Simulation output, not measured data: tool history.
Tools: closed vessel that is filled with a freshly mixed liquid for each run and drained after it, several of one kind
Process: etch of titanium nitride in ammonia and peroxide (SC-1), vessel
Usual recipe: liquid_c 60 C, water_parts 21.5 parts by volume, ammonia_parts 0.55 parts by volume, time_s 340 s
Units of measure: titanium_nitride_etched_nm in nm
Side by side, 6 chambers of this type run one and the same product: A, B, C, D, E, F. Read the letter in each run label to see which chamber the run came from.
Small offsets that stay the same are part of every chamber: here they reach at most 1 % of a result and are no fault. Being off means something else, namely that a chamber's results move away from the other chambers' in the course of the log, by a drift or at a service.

run,hour,liquid_c,water_parts,ammonia_parts,time_s,hours since the thermometer was replaced,hours since the ammonia flow meter was replaced,hours since the drum of ammonia solution was connected,"read-back film thickness of the titanium nitride reference wafer, read on the same gauge (nm)",titanium_nitride_etched_nm
1D,4.1,60,21.5,0.55,340,792.1,1751.8,473.4,149.99,34.959
# hour 8.3: chamber B: new drum of ammonia solution connected
# hour 8.7: chamber A: new drum of ammonia solution connected
2F,8.7,60,21.5,0.55,340,462.5,481.0,189.4,150.01,35.362
3C,13.3,60,21.5,0.55,340,768.1,139.2,237.7,150.01,35.267
4E,15.9,60,21.5,0.55,340,1333.5,151.5,284.2,150.01,34.902
5A,19.0,60,21.5,0.55,340,1124.8,40.2,10.4,149.99,35.253
6B,21.8,60,21.5,0.55,340,422.0,837.0,13.6,150.02,35.329
7C,26.9,60,21.5,0.55,340,781.7,152.8,251.3,149.99,35.288
8F,31.0,60,21.5,0.55,340,484.8,503.3,211.7,150.00,35.245
# hour 32.5: chamber B: ammonia flow meter replaced
9B,35.1,68,21.5,0.55,340,435.3,2.6,26.9,150.01,57.911
10D,40.3,68,21.5,0.55,340,828.3,1788.0,509.6,149.99,57.879
11E,44.4,68,21.5,0.55,340,1362.0,180.0,312.7,150.01,58.417
12A,49.3,68,21.5,0.55,340,1155.1,70.5,40.7,149.99,59.074
13E,53.6,68,21.5,0.55,340,1371.2,189.2,321.9,150.00,57.694
14F,59.3,68,21.5,0.55,340,513.1,531.6,240.0,150.03,58.588
15C,64.0,60,21.5,0.55,340,818.8,189.9,288.4,150.01,34.783
16A,69.0,60,21.5,0.55,340,1174.8,90.2,60.4,150.01,35.152
# hour 72.2: chamber F: new drum of ammonia solution connected
17B,72.6,60,21.5,0.55,340,472.8,40.1,64.4,149.98,35.135
18D,77.2,60,21.5,0.55,340,865.2,1824.9,546.5,150.00,34.877
19C,80.3,65,21.5,0.55,340,835.1,206.2,304.7,150.01,48.235
20D,84.0,65,21.5,0.55,340,872.0,1831.7,553.3,149.98,48.185
21E,88.6,65,21.5,0.55,340,1406.2,224.2,356.9,150.04,47.595
22B,93.0,65,21.5,0.55,340,493.2,60.5,84.8,150.01,48.270
23F,97.5,65,21.5,0.55,340,551.3,569.8,25.3,150.01,48.485
24A,101.1,65,21.5,0.55,340,1206.9,122.3,92.5,150.00,48.654
25A,105.8,60,21.5,0.55,340,1211.6,127.0,97.2,150.00,35.489
26E,110.5,60,21.5,0.55,340,1428.1,246.1,378.8,150.00,34.767
27D,113.6,60,21.5,0.55,340,901.6,1861.3,582.9,149.97,34.840
28B,118.7,60,21.5,0.40,340,518.9,86.2,110.5,150.02,33.248
29C,121.8,60,21.5,0.40,340,876.6,247.7,346.2,150.01,32.193
30F,127.4,60,21.5,0.40,340,581.2,599.7,55.2,150.00,33.107
31F,130.9,60,21.5,0.40,340,584.7,603.2,58.7,149.97,33.225
32C,135.8,60,21.5,0.40,340,890.6,261.7,360.2,150.00,31.860
33A,141.1,60,21.5,0.40,340,1246.9,162.3,132.5,150.00,33.049
34B,145.4,60,21.5,0.55,340,545.6,112.9,137.2,150.00,35.232
35D,150.5,56,21.5,0.55,340,938.5,1898.2,619.8,149.97,26.945
36E,155.8,56,21.5,0.55,340,1473.4,291.4,424.1,150.01,26.737
37A,161.1,56,21.5,0.55,340,1266.9,182.3,152.5,150.01,26.812
38B,166.0,56,21.5,0.55,340,566.2,133.5,157.8,150.02,27.049

The same settings go to every chamber for the next run, one line per chamber below. Forecast the results for each:
39A,170.1,60,21.5,0.65,340,,,,,?
39B,170.1,60,21.5,0.65,340,,,,,?
39C,170.1,60,21.5,0.65,340,,,,,?
39D,170.1,60,21.5,0.65,340,,,,,?
39E,170.1,60,21.5,0.65,340,,,,,?
39F,170.1,60,21.5,0.65,340,,,,,?

run,titanium_nitride_etched_nm
39A,36.401
39B,35.867
39C,33.922
39D,35.935
39E,35.635
39F,36.301
